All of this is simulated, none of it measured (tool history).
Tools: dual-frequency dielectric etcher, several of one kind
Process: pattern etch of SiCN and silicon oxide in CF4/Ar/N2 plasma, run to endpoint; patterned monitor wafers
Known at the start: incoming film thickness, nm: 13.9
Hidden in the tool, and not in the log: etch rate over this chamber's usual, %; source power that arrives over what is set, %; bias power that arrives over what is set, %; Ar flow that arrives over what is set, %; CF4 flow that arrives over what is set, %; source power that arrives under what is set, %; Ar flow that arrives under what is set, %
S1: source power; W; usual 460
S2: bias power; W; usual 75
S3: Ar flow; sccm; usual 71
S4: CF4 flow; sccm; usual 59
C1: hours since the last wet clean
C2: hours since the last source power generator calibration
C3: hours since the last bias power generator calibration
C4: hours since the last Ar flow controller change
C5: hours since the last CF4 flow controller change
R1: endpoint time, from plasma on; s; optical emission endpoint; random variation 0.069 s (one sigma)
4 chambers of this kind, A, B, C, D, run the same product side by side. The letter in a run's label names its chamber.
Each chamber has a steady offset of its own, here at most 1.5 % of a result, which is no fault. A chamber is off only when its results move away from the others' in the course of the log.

| run | hour | S1 | S2 | S3 | S4 | C1 | C2 | C3 | C4 | C5 | R1 |
|---|---|---|---|---|---|---|---|---|---|---|---|
| 1B | 5.3 | 460 | 75 | 71 | 59 | 214.4 | 313.9 | 1846.3 | 234.7 | 141.1 | 15.291 |
| 2D | 13.1 | 460 | 75 | 71 | 59 | 53.1 | 182.9 | 2032.6 | 400.4 | 726.2 | 15.163 |
| 3C | 19.8 | 460 | 75 | 71 | 59 | 279.6 | 1484.3 | 1925.4 | 1232.7 | 847.9 | 15.304 |
| 4A | 26.6 | 460 | 75 | 71 | 59 | 432.6 | 4007.2 | 3395.2 | 2424.7 | 1382.8 | 15.128 |
| 5D | 32.5 | 460 | 75 | 71 | 59 | 72.5 | 202.3 | 2052 | 419.8 | 745.6 | 15.019 |
| 6A | 38.6 | 460 | 75 | 71 | 59 | 444.6 | 4019.2 | 3407.2 | 2436.7 | 1394.8 | 15.24 |
| 7C | 44.2 | 460 | 75 | 71 | 59 | 304 | 1508.7 | 1949.8 | 1257.1 | 872.3 | 15.367 |
| 8B | 53.7 | 460 | 75 | 71 | 59 | 262.8 | 362.3 | 1894.7 | 283.1 | 189.5 | 15.358 |
| 9D | 62.3 | 460 | 75 | 71 | 59 | 102.3 | 232.1 | 2081.8 | 449.6 | 775.4 | 15.024 |
| 10C | 71.7 | 570 | 75 | 71 | 45 | 331.5 | 1536.2 | 1977.3 | 1284.6 | 899.8 | 13.195 |
| 11B | 77.2 | 570 | 75 | 71 | 45 | 286.3 | 385.8 | 1918.2 | 306.6 | 213 | 13.22 |
| 12A | 82.8 | 570 | 75 | 71 | 45 | 488.8 | 4063.4 | 3451.4 | 2480.9 | 1439 | 13.113 |
| 13D | 87.2 | 570 | 75 | 71 | 45 | 127.2 | 257 | 2106.7 | 474.5 | 800.3 | 12.826 |
| 14C | 96.7 | 460 | 75 | 71 | 59 | 356.5 | 1561.2 | 2002.3 | 1309.6 | 924.8 | 15.277 |
| 15A | 101.3 | 460 | 75 | 71 | 59 | 507.3 | 4081.9 | 3469.9 | 2499.4 | 1457.5 | 15.232 |
| 16B | 106.1 | 460 | 75 | 71 | 59 | 315.2 | 414.7 | 1947.1 | 335.5 | 241.9 | 15.397 |
| 17A | 115.7 | 460 | 75 | 71 | 59 | 521.7 | 4096.3 | 3484.3 | 2513.8 | 1471.9 | 15.28 |
| 18D | 122.7 | 460 | 75 | 71 | 59 | 162.7 | 292.5 | 2142.2 | 510 | 835.8 | 15.058 |
| 19C | 128.2 | 460 | 75 | 71 | 52 | 388 | 1592.7 | 2033.8 | 1341.1 | 956.3 | 15.541 |
| 20B | 132.9 | 460 | 75 | 71 | 52 | 342 | 441.5 | 1973.9 | 362.3 | 268.7 | 15.625 |
| 21C | 137.9 | 460 | 75 | 71 | 52 | 397.7 | 1602.4 | 2043.5 | 1350.8 | 966 | 15.42 |
|  | 141.3 | chamber A: wet clean of the chamber |
| 22D | 144.2 | 460 | 75 | 71 | 52 | 184.2 | 314 | 2163.7 | 531.5 | 857.3 | 15.486 |
| 23A | 148.8 | 460 | 75 | 71 | 59 | 7.6 | 4129.4 | 3517.4 | 2546.9 | 1505 | 15.26 |
| 24B | 156.3 | 460 | 75 | 71 | 59 | 365.4 | 464.9 | 1997.3 | 385.7 | 292.1 | 15.292 |
| 25A | 161.1 | 460 | 75 | 71 | 59 | 19.9 | 4141.7 | 3529.7 | 2559.2 | 1517.3 | 15.187 |
| 26D | 166.4 | 460 | 75 | 71 | 59 | 206.4 | 336.2 | 2185.9 | 553.7 | 879.5 | 15.056 |
| 27B | 176.4 | 350 | 75 | 55 | 59 | 385.5 | 485 | 2017.4 | 405.8 | 312.2 | 18.772 |
| 28C | 181 | 350 | 75 | 55 | 59 | 440.8 | 1645.5 | 2086.6 | 1393.9 | 1009.1 | 18.711 |
|  | 181.6 | chamber C: bias power generator calibrated |
| 29B | 188.4 | 350 | 75 | 55 | 59 | 397.5 | 497 | 2029.4 | 417.8 | 324.2 | 18.764 |
| 30A | 196.4 | 350 | 75 | 55 | 59 | 55.2 | 4177 | 3565 | 2594.5 | 1552.6 | 18.73 |
| 31C | 202.3 | 460 | 75 | 71 | 59 | 462.1 | 1666.8 | 20.8 | 1415.2 | 1030.4 | 15.265 |
| 32D | 210.7 | 460 | 75 | 71 | 59 | 250.7 | 380.5 | 2230.2 | 598 | 923.8 | 15.114 |
| 33C | 218.1 | 460 | 75 | 71 | 59 | 477.9 | 1682.6 | 36.6 | 1431 | 1046.2 | 15.361 |
| 34D | 224.4 | 460 | 75 | 71 | 59 | 264.4 | 394.2 | 2243.9 | 611.7 | 937.5 | 15.007 |
| 35B | 234.1 | 460 | 75 | 71 | 59 | 443.2 | 542.7 | 2075.1 | 463.5 | 369.9 | 15.277 |
| 36A | 238.6 | 460 | 75 | 71 | 59 | 97.4 | 4219.2 | 3607.2 | 2636.7 | 1594.8 | 15.17 |
| 37D | 244 | 460 | 75 | 71 | 59 | 284 | 413.8 | 2263.5 | 631.3 | 957.1 | 15.055 |
| 38B | 251.3 | 460 | 75 | 71 | 59 | 460.4 | 559.9 | 2092.3 | 480.7 | 387.1 | 15.308 |
| 39C | 261 | 460 | 75 | 71 | 59 | 520.8 | 1725.5 | 79.5 | 1473.9 | 1089.1 | 15.253 |
| 40A | 268.2 | 460 | 75 | 71 | 59 | 127 | 4248.8 | 3636.8 | 2666.3 | 1624.4 | 15.285 |

All 4 chambers run these settings next. Forecast each chamber's results:
| 41A | 275.4 | 460 | 75 | 71 | 59 |  |  |  |  |  | ? |
| 41B | 275.4 | 460 | 75 | 71 | 59 |  |  |  |  |  | ? |
| 41C | 275.4 | 460 | 75 | 71 | 59 |  |  |  |  |  | ? |
| 41D | 275.4 | 460 | 75 | 71 | 59 |  |  |  |  |  | ? |

| run | R1 |
|---|---|
| 41A | 15.288 |
| 41B | 15.221 |
| 41C | 15.171 |
| 41D | 15.041 |

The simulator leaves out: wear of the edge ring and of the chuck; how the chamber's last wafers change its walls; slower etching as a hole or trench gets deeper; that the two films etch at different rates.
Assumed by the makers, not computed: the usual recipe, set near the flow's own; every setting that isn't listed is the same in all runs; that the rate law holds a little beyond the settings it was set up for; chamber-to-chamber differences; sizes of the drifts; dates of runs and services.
